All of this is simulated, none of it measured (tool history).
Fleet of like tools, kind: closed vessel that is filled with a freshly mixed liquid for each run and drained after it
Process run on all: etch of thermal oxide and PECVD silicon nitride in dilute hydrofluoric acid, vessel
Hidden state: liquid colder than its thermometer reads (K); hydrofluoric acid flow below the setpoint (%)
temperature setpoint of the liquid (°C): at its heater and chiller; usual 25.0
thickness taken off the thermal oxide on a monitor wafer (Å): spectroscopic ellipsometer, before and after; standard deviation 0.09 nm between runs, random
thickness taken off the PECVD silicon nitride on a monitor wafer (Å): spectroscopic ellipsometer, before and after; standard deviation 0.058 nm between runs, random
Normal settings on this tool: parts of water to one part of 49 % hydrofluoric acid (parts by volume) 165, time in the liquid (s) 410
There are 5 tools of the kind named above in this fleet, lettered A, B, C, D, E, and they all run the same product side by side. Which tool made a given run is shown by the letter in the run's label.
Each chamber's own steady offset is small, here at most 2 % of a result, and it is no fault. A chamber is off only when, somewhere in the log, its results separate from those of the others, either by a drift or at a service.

run,hour,temperature setpoint of the liquid (°C),parts of water to one part of 49 % hydrofluoric acid (parts by volume),time in the liquid (s),hours since the thermometer was replaced,hours since the hydrofluoric acid flow meter was replaced,"read-back film thickness of the thermal oxide reference wafer, read on the same gauge (nm)","read-back film thickness of the PECVD silicon nitride reference wafer, read on the same gauge (nm)",thickness taken off the thermal oxide on a monitor wafer (Å),thickness taken off the PECVD silicon nitride on a monitor wafer (Å)
1E,6.7,25.0,165,410,1028.8,834.1,90.031,120.03,111.420,70.102
2C,15.5,25.0,165,410,317.3,663.4,90.012,119.97,109.720,68.041
# hour 19.4: chamber A: thermometer replaced
3A,23.3,25.0,165,410,3.9,1838.0,90.027,119.96,112.260,67.109
4D,29.3,25.0,165,410,211.2,854.8,90.051,119.98,111.970,68.175
5B,38.5,25.0,165,410,1858.6,1599.9,89.997,120.02,108.110,68.115
6B,43.0,25.0,165,410,1863.1,1604.4,89.994,120.05,110.260,67.750
7D,50.9,25.0,165,410,232.8,876.4,90.008,120.00,111.190,69.221
# hour 52.2: chamber D: hydrofluoric acid flow meter replaced
8A,56.8,25.0,165,410,37.4,1871.5,90.011,120.03,111.610,68.057
9C,63.3,25.0,165,410,365.1,711.2,89.991,119.98,109.700,68.579
10E,72.9,25.0,165,410,1095.0,900.3,90.001,119.97,109.990,67.791
11A,78.1,25.0,165,410,58.7,1892.8,90.003,120.01,109.990,67.186
12B,84.5,25.0,165,410,1904.6,1645.9,89.946,119.98,110.150,67.589
13D,92.5,25.0,165,410,274.4,40.4,89.989,120.00,112.050,67.444
14C,101.9,25.0,165,410,403.7,749.8,89.980,119.99,109.720,68.735
15E,109.0,25.0,165,410,1131.1,936.4,90.005,119.97,111.330,69.536
16C,114.6,23.5,165,260,416.4,762.5,89.963,119.99,65.981,39.088
17D,119.8,23.5,165,260,301.7,67.7,89.984,120.00,67.597,39.181
18E,125.1,23.5,165,260,1147.2,952.5,89.975,120.02,66.819,39.566
19B,130.6,23.5,165,260,1950.7,1692.0,89.982,120.06,66.811,39.821
20A,137.1,23.5,165,260,117.7,1951.8,90.023,120.00,67.645,38.980
21A,142.0,25.0,165,410,122.6,1956.7,90.006,120.02,110.050,66.119
22C,146.8,25.0,165,410,448.6,794.7,89.983,120.02,108.450,67.079
23B,152.1,25.0,165,410,1972.2,1713.5,90.028,120.05,110.890,67.729
24D,161.6,25.0,165,410,343.5,109.5,90.029,120.01,111.660,67.542
25E,169.9,25.0,165,410,1192.0,997.3,90.017,120.04,111.270,69.204
26E,176.1,25.0,165,170,1198.2,1003.5,89.975,119.99,45.384,28.666
27D,183.2,25.0,165,170,365.1,131.1,90.001,120.03,46.685,28.994
28C,189.0,25.0,165,170,490.8,836.9,90.017,120.03,45.271,28.385
29B,198.8,25.0,165,170,2018.9,1760.2,89.995,119.99,45.395,28.494
30A,205.8,25.0,165,170,186.4,2020.5,90.021,120.02,45.527,27.824
31E,212.3,25.0,165,410,1234.4,1039.7,90.005,120.02,110.610,68.979
# hour 214.3: chamber B: hydrofluoric acid flow meter replaced
32C,222.3,28.0,220,410,524.1,870.2,90.016,120.00,85.284,61.510
33A,231.9,28.0,220,410,212.5,2046.6,89.975,120.06,87.736,61.040
34B,241.1,28.0,220,410,2061.2,26.9,89.982,119.99,87.144,61.963
35D,249.0,28.0,220,410,430.9,196.9,90.011,119.97,86.704,62.257
36A,258.9,28.0,220,410,239.5,2073.6,90.005,120.00,87.214,61.204

One chamber off, gauge drift, or nothing amiss beyond the chambers' own small offsets? If it is a chamber, which one, and what is the likeliest cause?

No chamber stands off beyond its own small offset, and the gauge holds steady.
